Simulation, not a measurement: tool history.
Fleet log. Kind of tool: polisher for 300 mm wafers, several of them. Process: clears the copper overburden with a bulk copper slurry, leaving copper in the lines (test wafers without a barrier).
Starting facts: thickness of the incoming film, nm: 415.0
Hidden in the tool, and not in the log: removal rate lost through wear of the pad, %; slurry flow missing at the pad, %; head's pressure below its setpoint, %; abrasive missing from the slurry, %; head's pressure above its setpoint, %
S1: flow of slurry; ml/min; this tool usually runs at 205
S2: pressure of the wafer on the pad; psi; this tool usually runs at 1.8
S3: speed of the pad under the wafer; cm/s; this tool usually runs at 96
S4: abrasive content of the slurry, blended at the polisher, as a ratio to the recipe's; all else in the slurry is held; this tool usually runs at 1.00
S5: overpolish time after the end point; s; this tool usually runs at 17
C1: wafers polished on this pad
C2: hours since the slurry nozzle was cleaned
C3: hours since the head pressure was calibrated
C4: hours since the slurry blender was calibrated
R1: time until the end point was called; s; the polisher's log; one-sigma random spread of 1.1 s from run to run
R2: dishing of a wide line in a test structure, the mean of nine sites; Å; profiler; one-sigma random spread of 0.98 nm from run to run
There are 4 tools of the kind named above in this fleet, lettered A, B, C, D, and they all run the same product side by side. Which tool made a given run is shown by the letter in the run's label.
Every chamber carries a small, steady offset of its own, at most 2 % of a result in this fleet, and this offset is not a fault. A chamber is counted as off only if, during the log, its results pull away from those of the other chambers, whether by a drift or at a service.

| run | hour | S1 | S2 | S3 | S4 | S5 | C1 | C2 | C3 | C4 | R1 | R2 |
|---|---|---|---|---|---|---|---|---|---|---|---|---|
|  | 8.1 | chamber C: worn pad replaced by a new one |
| 1D | 8.8 | 205 | 1.8 | 96 | 1.00 | 17 | 637 | 160.9 | 134.6 | 37.6 | 63.341 | 559.07 |
| 2C | 17.6 | 205 | 1.8 | 96 | 1.00 | 17 | 81 | 252.8 | 699.1 | 66.0 | 61.692 | 528.58 |
|  | 18.5 | chamber A: slurry nozzle cleaned |
| 3A | 28.7 | 205 | 1.8 | 96 | 1.00 | 17 | 942 | 10.3 | 498.9 | 423.5 | 61.529 | 550.19 |
| 4B | 34.5 | 205 | 1.8 | 96 | 1.00 | 17 | 622 | 229.5 | 622.1 | 65.9 | 61.511 | 555.02 |
|  | 36.4 | chamber B: head pressure recalibrated |
| 5C | 42.2 | 205 | 1.8 | 96 | 1.00 | 17 | 291 | 277.4 | 723.7 | 90.6 | 61.119 | 551.34 |
|  | 43.5 | chamber B: worn pad replaced by a new one |
| 6B | 53.5 | 205 | 1.6 | 66 | 1.00 | 17 | 86 | 248.5 | 17.1 | 84.9 | 101.180 | 395.47 |
| 7D | 65.1 | 205 | 1.6 | 66 | 1.00 | 17 | 1118 | 217.2 | 190.9 | 93.9 | 104.610 | 393.83 |
| 8A | 71.8 | 205 | 1.6 | 66 | 1.00 | 17 | 1310 | 53.4 | 542.0 | 466.6 | 105.030 | 390.17 |
|  | 75.3 | chamber A: slurry blender recalibrated |
|  | 82.9 | chamber C: worn pad replaced by a new one |
|  | 83.4 | chamber A: worn pad replaced by a new one |
| 9B | 83.8 | 205 | 1.6 | 66 | 1.00 | 17 | 345 | 278.8 | 47.4 | 115.2 | 99.632 | 397.18 |
|  | 87.3 | chamber C: slurry blender recalibrated |
| 10D | 90.8 | 205 | 1.8 | 96 | 1.00 | 17 | 1337 | 242.9 | 216.6 | 119.6 | 62.742 | 559.14 |
| 11C | 102.9 | 205 | 1.8 | 96 | 1.00 | 17 | 171 | 338.1 | 784.4 | 15.7 | 61.607 | 556.31 |
| 12A | 109.6 | 205 | 1.8 | 96 | 1.00 | 17 | 224 | 91.2 | 579.8 | 34.4 | 60.204 | 545.31 |
|  | 113.1 | chamber D: worn pad replaced by a new one |
|  | 113.9 | chamber B: slurry blender recalibrated |
| 13A | 116.5 | 205 | 1.8 | 96 | 1.00 | 17 | 283 | 98.1 | 586.7 | 41.3 | 61.670 | 538.85 |
|  | 118.1 | chamber B: worn pad replaced by a new one |
| 14B | 123.8 | 205 | 1.8 | 96 | 1.00 | 17 | 49 | 318.8 | 87.4 | 9.9 | 62.937 | 544.82 |
|  | 127.7 | chamber C: head pressure recalibrated |
| 15D | 130.1 | 205 | 1.8 | 96 | 1.00 | 17 | 145 | 282.2 | 255.9 | 158.9 | 61.532 | 535.06 |
| 16C | 139.5 | 205 | 1.8 | 96 | 1.00 | 17 | 484 | 374.7 | 11.9 | 52.3 | 59.782 | 548.99 |
| 17C | 145.4 | 205 | 1.8 | 96 | 1.00 | 17 | 534 | 380.6 | 17.8 | 58.2 | 63.207 | 548.88 |
| 18B | 155.1 | 150 | 1.8 | 114 | 1.00 | 17 | 316 | 350.1 | 118.7 | 41.2 | 54.819 | 576.76 |
|  | 155.9 | chamber D: slurry blender recalibrated |
| 19A | 162.4 | 150 | 1.8 | 114 | 1.00 | 17 | 675 | 144.0 | 632.6 | 87.2 | 53.250 | 568.54 |
|  | 167.3 | chamber C: worn pad replaced by a new one |
| 20D | 171.0 | 150 | 1.8 | 114 | 1.00 | 17 | 494 | 323.1 | 296.8 | 15.1 | 55.740 | 567.81 |
| 21D | 179.7 | 150 | 1.8 | 114 | 1.00 | 17 | 569 | 331.8 | 305.5 | 23.8 | 56.252 | 589.11 |
|  | 188.0 | chamber B: worn pad replaced by a new one |
| 22C | 189.6 | 205 | 1.8 | 96 | 1.00 | 17 | 190 | 424.8 | 62.0 | 102.4 | 59.874 | 558.09 |
| 23A | 196.7 | 205 | 1.8 | 96 | 1.00 | 17 | 968 | 178.3 | 666.9 | 121.5 | 62.921 | 543.70 |
| 24B | 202.3 | 205 | 1.8 | 96 | 1.00 | 17 | 122 | 397.3 | 165.9 | 88.4 | 61.501 | 558.88 |
| 25B | 213.2 | 205 | 1.8 | 96 | 1.00 | 17 | 215 | 408.2 | 176.8 | 99.3 | 61.729 | 516.34 |
|  | 214.1 | chamber C: slurry blender recalibrated |
|  | 215.0 | chamber B: slurry nozzle cleaned |
| 26A | 221.2 | 205 | 1.8 | 96 | 1.00 | 17 | 1177 | 202.8 | 691.4 | 146.0 | 61.323 | 533.60 |
| 27C | 227.2 | 205 | 1.8 | 96 | 1.00 | 17 | 511 | 462.4 | 99.6 | 13.2 | 63.149 | 540.15 |
|  | 230.0 | chamber C: slurry nozzle cleaned |
| 28D | 232.9 | 205 | 1.8 | 96 | 1.00 | 17 | 1023 | 385.0 | 358.7 | 77.0 | 61.660 | 541.88 |
|  | 234.8 | chamber A: worn pad replaced by a new one |
|  | 238.0 | chamber D: head pressure recalibrated |
| 29A | 241.4 | 205 | 1.8 | 96 | 0.90 | 17 | 57 | 223.0 | 711.6 | 166.2 | 64.129 | 558.78 |
|  | 246.6 | chamber B: slurry blender recalibrated |
| 30B | 249.2 | 205 | 1.8 | 96 | 0.90 | 17 | 523 | 34.2 | 212.8 | 2.6 | 63.242 | 542.27 |
|  | 249.4 | chamber C: worn pad replaced by a new one |
|  | 253.5 | chamber D: worn pad replaced by a new one |
|  | 257.0 | chamber B: worn pad replaced by a new one |
| 31C | 261.3 | 205 | 1.8 | 96 | 0.90 | 17 | 102 | 31.3 | 133.7 | 47.3 | 63.232 | 543.21 |
| 32D | 268.1 | 205 | 1.8 | 96 | 0.90 | 17 | 124 | 420.2 | 30.1 | 112.2 | 64.940 | 537.52 |
| 33C | 275.7 | 205 | 1.8 | 96 | 1.00 | 17 | 225 | 45.7 | 148.1 | 61.7 | 60.014 | 552.06 |
| 34A | 283.4 | 205 | 1.8 | 96 | 1.00 | 17 | 415 | 265.0 | 753.6 | 208.2 | 62.064 | 536.52 |
| 35D | 293.2 | 205 | 1.8 | 96 | 1.00 | 17 | 339 | 445.3 | 55.2 | 137.3 | 62.682 | 542.83 |
| 36B | 303.6 | 205 | 1.8 | 96 | 1.00 | 17 | 398 | 88.6 | 267.2 | 57.0 | 63.528 | 554.52 |
| 37D | 311.8 | 205 | 1.8 | 96 | 1.25 | 17 | 498 | 463.9 | 73.8 | 155.9 | 60.364 | 568.52 |
|  | 316.8 | chamber C: worn pad replaced by a new one |
|  | 320.7 | chamber A: head pressure recalibrated |
| 38B | 320.9 | 205 | 1.8 | 96 | 1.25 | 17 | 546 | 105.9 | 284.5 | 74.3 | 61.635 | 554.99 |
| 39C | 326.9 | 205 | 1.8 | 96 | 1.25 | 17 | 86 | 96.9 | 199.3 | 112.9 | 60.917 | 567.16 |
|  | 332.7 | chamber B: worn pad replaced by a new one |
| 40A | 337.4 | 205 | 1.8 | 96 | 1.25 | 17 | 877 | 319.0 | 16.8 | 262.2 | 58.008 | 566.25 |
| 41B | 346.9 | 205 | 1.8 | 96 | 1.00 | 17 | 121 | 131.9 | 310.5 | 100.3 | 62.808 | 557.69 |

What goes on in this fleet: one chamber off, a drifting gauge, or nothing beyond the chambers' own small offsets? Name the chamber and the cause, if any.

The fleet is healthy, with each chamber sitting at its usual small offset and no drift in the gauge.
